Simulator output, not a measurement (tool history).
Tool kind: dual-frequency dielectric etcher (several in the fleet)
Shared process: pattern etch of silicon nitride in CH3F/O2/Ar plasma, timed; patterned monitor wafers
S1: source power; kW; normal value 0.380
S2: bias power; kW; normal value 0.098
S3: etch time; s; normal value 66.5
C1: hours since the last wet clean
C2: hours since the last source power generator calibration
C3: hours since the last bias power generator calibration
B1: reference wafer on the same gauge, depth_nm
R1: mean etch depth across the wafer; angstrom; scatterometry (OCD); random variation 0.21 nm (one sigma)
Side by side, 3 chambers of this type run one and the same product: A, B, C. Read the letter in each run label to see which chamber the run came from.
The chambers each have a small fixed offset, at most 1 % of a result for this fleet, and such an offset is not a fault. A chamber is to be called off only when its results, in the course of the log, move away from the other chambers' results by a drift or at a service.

Run 1A, hour 12.8: usual settings; C1 34.2; C2 3608.6; C3 384.5; B1 54.598. Result: R1 507.53 angstrom.
Run 2B, hour 22.8: usual settings; C1 155.1; C2 2204.8; C3 1369.4; B1 54.641. Result: R1 512.61 angstrom.
Run 3C, hour 33.8: usual settings; C1 530.2; C2 175.6; C3 3316.9; B1 54.599. Result: R1 510.87 angstrom.
Run 4B, hour 41.9: usual settings; C1 174.2; C2 2223.9; C3 1388.5; B1 54.581. Result: R1 510.83 angstrom.
Run 5A, hour 48.0: usual settings; C1 69.4; C2 3643.8; C3 419.7; B1 54.607. Result: R1 509.00 angstrom.
Run 6C, hour 59.0: usual settings; C1 555.4; C2 200.8; C3 3342.1; B1 54.619. Result: R1 510.56 angstrom.
Run 7B, hour 71.0: usual settings; C1 203.3; C2 2253.0; C3 1417.6; B1 54.587. Result: R1 508.92 angstrom.
Run 8C, hour 82.7: usual settings; C1 579.1; C2 224.5; C3 3365.8; B1 54.553. Result: R1 507.45 angstrom.
Run 9A, hour 90.6: usual settings; C1 112.0; C2 3686.4; C3 462.3; B1 54.615. Result: R1 508.78 angstrom.
Run 10B, hour 97.9: usual settings; C1 230.2; C2 2279.9; C3 1444.5; B1 54.608. Result: R1 508.58 angstrom.
Run 11C, hour 105.6: usual settings; C1 602.0; C2 247.4; C3 3388.7; B1 54.681. Result: R1 509.99 angstrom.
Run 12A, hour 111.3: usual settings; C1 132.7; C2 3707.1; C3 483.0; B1 54.556. Result: R1 510.98 angstrom.
Run 13B, hour 119.8: usual settings but S1 0.330 kW, S3 49.5 s; C1 252.1; C2 2301.8; C3 1466.4; B1 54.565. Result: R1 358.13 angstrom.
Run 14A, hour 131.6: usual settings but S1 0.330 kW, S3 49.5 s; C1 153.0; C2 3727.4; C3 503.3; B1 54.625. Result: R1 358.83 angstrom.
Run 15C, hour 142.5: usual settings but S1 0.330 kW, S3 49.5 s; C1 638.9; C2 284.3; C3 3425.6; B1 54.526. Result: R1 360.50 angstrom.
Run 16B, hour 148.3: usual settings; C1 280.6; C2 2330.3; C3 1494.9; B1 54.647. Result: R1 503.59 angstrom.
Run 17A, hour 154.3: usual settings; C1 175.7; C2 3750.1; C3 526.0; B1 54.609. Result: R1 509.07 angstrom.
At hour 158.0: chamber C: wet clean of the chamber.
Run 18C, hour 166.0: usual settings but S1 0.430 kW, S3 84.0 s; C1 8.0; C2 307.8; C3 3449.1; B1 54.579. Result: R1 669.57 angstrom.
Run 19A, hour 178.7: usual settings but S1 0.430 kW, S3 84.0 s; C1 200.1; C2 3774.5; C3 550.4; B1 54.550. Result: R1 678.14 angstrom.
Run 20C, hour 186.9: usual settings but S1 0.430 kW, S3 84.0 s; C1 28.9; C2 328.7; C3 3470.0; B1 54.637. Result: R1 671.80 angstrom.
Run 21B, hour 194.2: usual settings; C1 326.5; C2 2376.2; C3 1540.8; B1 54.599. Result: R1 502.31 angstrom.
Run 22C, hour 205.7: usual settings but S1 0.440 kW, S3 58.5 s; C1 47.7; C2 347.5; C3 3488.8; B1 54.600. Result: R1 470.95 angstrom.
Run 23A, hour 213.5: usual settings but S1 0.440 kW, S3 58.5 s; C1 234.9; C2 3809.3; C3 585.2; B1 54.623. Result: R1 476.28 angstrom.
Run 24B, hour 223.3: usual settings but S1 0.440 kW, S3 58.5 s; C1 355.6; C2 2405.3; C3 1569.9; B1 54.552. Result: R1 462.67 angstrom.
Run 25B, hour 230.8: usual settings; C1 363.1; C2 2412.8; C3 1577.4; B1 54.590. Result: R1 499.12 angstrom.
Run 26C, hour 242.1: usual settings but S1 0.440 kW, S3 73.5 s; C1 84.1; C2 383.9; C3 3525.2; B1 54.607. Result: R1 592.18 angstrom.
Run 27A, hour 250.2: usual settings but S1 0.440 kW, S3 73.5 s; C1 271.6; C2 3846.0; C3 621.9; B1 54.548. Result: R1 596.55 angstrom.
Run 28B, hour 259.6: usual settings but S1 0.440 kW, S3 73.5 s; C1 391.9; C2 2441.6; C3 1606.2; B1 54.657. Result: R1 577.18 angstrom.
Run 29A, hour 270.0: usual settings; C1 291.4; C2 3865.8; C3 641.7; B1 54.584. Result: R1 513.32 angstrom.
Run 30C, hour 278.2: usual settings; C1 120.2; C2 420.0; C3 3561.3; B1 54.597. Result: R1 506.88 angstrom.
Run 31A, hour 286.3: usual settings; C1 307.7; C2 3882.1; C3 658.0; B1 54.577. Result: R1 511.85 angstrom.

Next, all 3 chambers run the settings below, one line each with question marks for the results. What does each chamber give?
Run 32A, hour 295.6: usual settings. Result: R1 ?.
Run 32B, hour 295.6: usual settings. Result: R1 ?.
Run 32C, hour 295.6: usual settings. Result: R1 ?.

run      R1
32A  509.17
32B  493.45
32C  507.32

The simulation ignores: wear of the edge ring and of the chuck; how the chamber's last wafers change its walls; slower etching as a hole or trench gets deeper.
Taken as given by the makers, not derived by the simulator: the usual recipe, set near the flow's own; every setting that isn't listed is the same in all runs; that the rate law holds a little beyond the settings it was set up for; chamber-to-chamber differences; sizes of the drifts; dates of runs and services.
